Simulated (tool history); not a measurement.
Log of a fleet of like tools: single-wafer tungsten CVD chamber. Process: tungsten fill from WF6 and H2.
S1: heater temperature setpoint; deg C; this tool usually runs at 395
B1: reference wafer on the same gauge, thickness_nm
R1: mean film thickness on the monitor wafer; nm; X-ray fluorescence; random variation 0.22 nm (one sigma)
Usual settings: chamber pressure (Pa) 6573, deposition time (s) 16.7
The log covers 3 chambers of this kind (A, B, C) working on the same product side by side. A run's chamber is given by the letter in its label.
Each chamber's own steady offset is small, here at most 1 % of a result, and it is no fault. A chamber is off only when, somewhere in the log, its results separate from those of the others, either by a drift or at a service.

{"run": "1B", "day": 0.312, "S1": 395, "chamber pressure (Pa)": 6573, "deposition time (s)": 16.7, "B1": 64.986, "R1": 55.352}
{"run": "2C", "day": 0.458, "S1": 395, "chamber pressure (Pa)": 6573, "deposition time (s)": 16.7, "B1": 65.047, "R1": 55.433}
{"run": "3A", "day": 0.721, "S1": 395, "chamber pressure (Pa)": 6573, "deposition time (s)": 16.7, "B1": 65.044, "R1": 55.113}
{"run": "4A", "day": 0.879, "S1": 395, "chamber pressure (Pa)": 6573, "deposition time (s)": 16.7, "B1": 65.05, "R1": 55.577}
{"run": "5B", "day": 1.2, "S1": 395, "chamber pressure (Pa)": 6573, "deposition time (s)": 16.7, "B1": 64.995, "R1": 55.382}
{"run": "6C", "day": 1.375, "S1": 395, "chamber pressure (Pa)": 6573, "deposition time (s)": 16.7, "B1": 64.966, "R1": 55.906}
{"run": "7A", "day": 1.542, "S1": 395, "chamber pressure (Pa)": 6573, "deposition time (s)": 16.7, "B1": 64.963, "R1": 55.1}
{"run": "8C", "day": 1.729, "S1": 395, "chamber pressure (Pa)": 7533, "deposition time (s)": 19.2, "B1": 64.972, "R1": 68.342}
{"run": "9B", "day": 1.875, "S1": 395, "chamber pressure (Pa)": 7533, "deposition time (s)": 19.2, "B1": 64.977, "R1": 67.976}
{"run": "10A", "day": 2.167, "S1": 395, "chamber pressure (Pa)": 7533, "deposition time (s)": 19.2, "B1": 65, "R1": 67.221}
{"run": "11B", "day": 2.354, "S1": 395, "chamber pressure (Pa)": 6573, "deposition time (s)": 16.7, "B1": 65.046, "R1": 55.227}
{"run": "12C", "day": 2.675, "S1": 400, "chamber pressure (Pa)": 6573, "deposition time (s)": 19.8, "B1": 64.948, "R1": 72.157}
{"run": "13A", "day": 2.904, "S1": 400, "chamber pressure (Pa)": 6573, "deposition time (s)": 19.8, "B1": 65.008, "R1": 72.102}
{"run": "14C", "day": 3.079, "S1": 400, "chamber pressure (Pa)": 6573, "deposition time (s)": 19.8, "B1": 64.973, "R1": 72.725}
{"run": "15B", "day": 3.342, "S1": 395, "chamber pressure (Pa)": 6573, "deposition time (s)": 16.7, "B1": 64.973, "R1": 55.47}
{"run": "16A", "day": 3.592, "S1": 395, "chamber pressure (Pa)": 6573, "deposition time (s)": 16.7, "B1": 64.986, "R1": 55.484}
{"run": "17B", "day": 3.788, "S1": 395, "chamber pressure (Pa)": 6573, "deposition time (s)": 16.7, "B1": 64.962, "R1": 55.453}
{"run": "18C", "day": 3.992, "S1": 395, "chamber pressure (Pa)": 6573, "deposition time (s)": 16.7, "B1": 65.017, "R1": 55.714}
{"run": "19C", "day": 4.15, "S1": 395, "chamber pressure (Pa)": 5093, "deposition time (s)": 16.7, "B1": 64.949, "R1": 49.407}
{"run": "20B", "day": 4.417, "S1": 395, "chamber pressure (Pa)": 5093, "deposition time (s)": 16.7, "B1": 64.96, "R1": 49.389}
{"run": "21A", "day": 4.592, "S1": 395, "chamber pressure (Pa)": 5093, "deposition time (s)": 16.7, "B1": 64.982, "R1": 48.814}
{"run": "22B", "day": 4.825, "S1": 395, "chamber pressure (Pa)": 6573, "deposition time (s)": 16.7, "B1": 65.024, "R1": 55.812}
{"run": "23A", "day": 5.138, "S1": 395, "chamber pressure (Pa)": 6573, "deposition time (s)": 16.7, "B1": 64.915, "R1": 55.164}
{"run": "24C", "day": 5.383, "S1": 395, "chamber pressure (Pa)": 6573, "deposition time (s)": 16.7, "B1": 65.048, "R1": 55.66}
{"run": "25A", "day": 5.7, "S1": 395, "chamber pressure (Pa)": 6573, "deposition time (s)": 16.7, "B1": 64.983, "R1": 55.759}
{"run": "26C", "day": 5.942, "S1": 395, "chamber pressure (Pa)": 6573, "deposition time (s)": 16.7, "B1": 64.929, "R1": 55.653}
{"run": "27B", "day": 6.208, "S1": 395, "chamber pressure (Pa)": 6573, "deposition time (s)": 16.7, "B1": 65.052, "R1": 55.584}
{"run": "28A", "day": 6.458, "S1": 395, "chamber pressure (Pa)": 6573, "deposition time (s)": 16.7, "B1": 64.918, "R1": 54.944}
{"day": 6.462, "done": "chamber C: capacitance manometer re-zeroed and calibrated"}
{"run": "29B", "day": 6.7, "S1": 395, "chamber pressure (Pa)": 6573, "deposition time (s)": 16.7, "B1": 65.047, "R1": 55.449}
{"run": "30C", "day": 6.908, "S1": 395, "chamber pressure (Pa)": 6573, "deposition time (s)": 16.7, "B1": 65.019, "R1": 55.503}

Next, all 3 chambers run the settings below, one line each with question marks for the results. What does each chamber give?
{"run": "31A", "day": 7.142, "S1": 395, "chamber pressure (Pa)": 6573, "deposition time (s)": 16.7, "R1": "?"}
{"run": "31B", "day": 7.142, "S1": 395, "chamber pressure (Pa)": 6573, "deposition time (s)": 16.7, "R1": "?"}
{"run": "31C", "day": 7.142, "S1": 395, "chamber pressure (Pa)": 6573, "deposition time (s)": 16.7, "R1": "?"}

run=31A R1=55.311
run=31B R1=55.431
run=31C R1=55.46
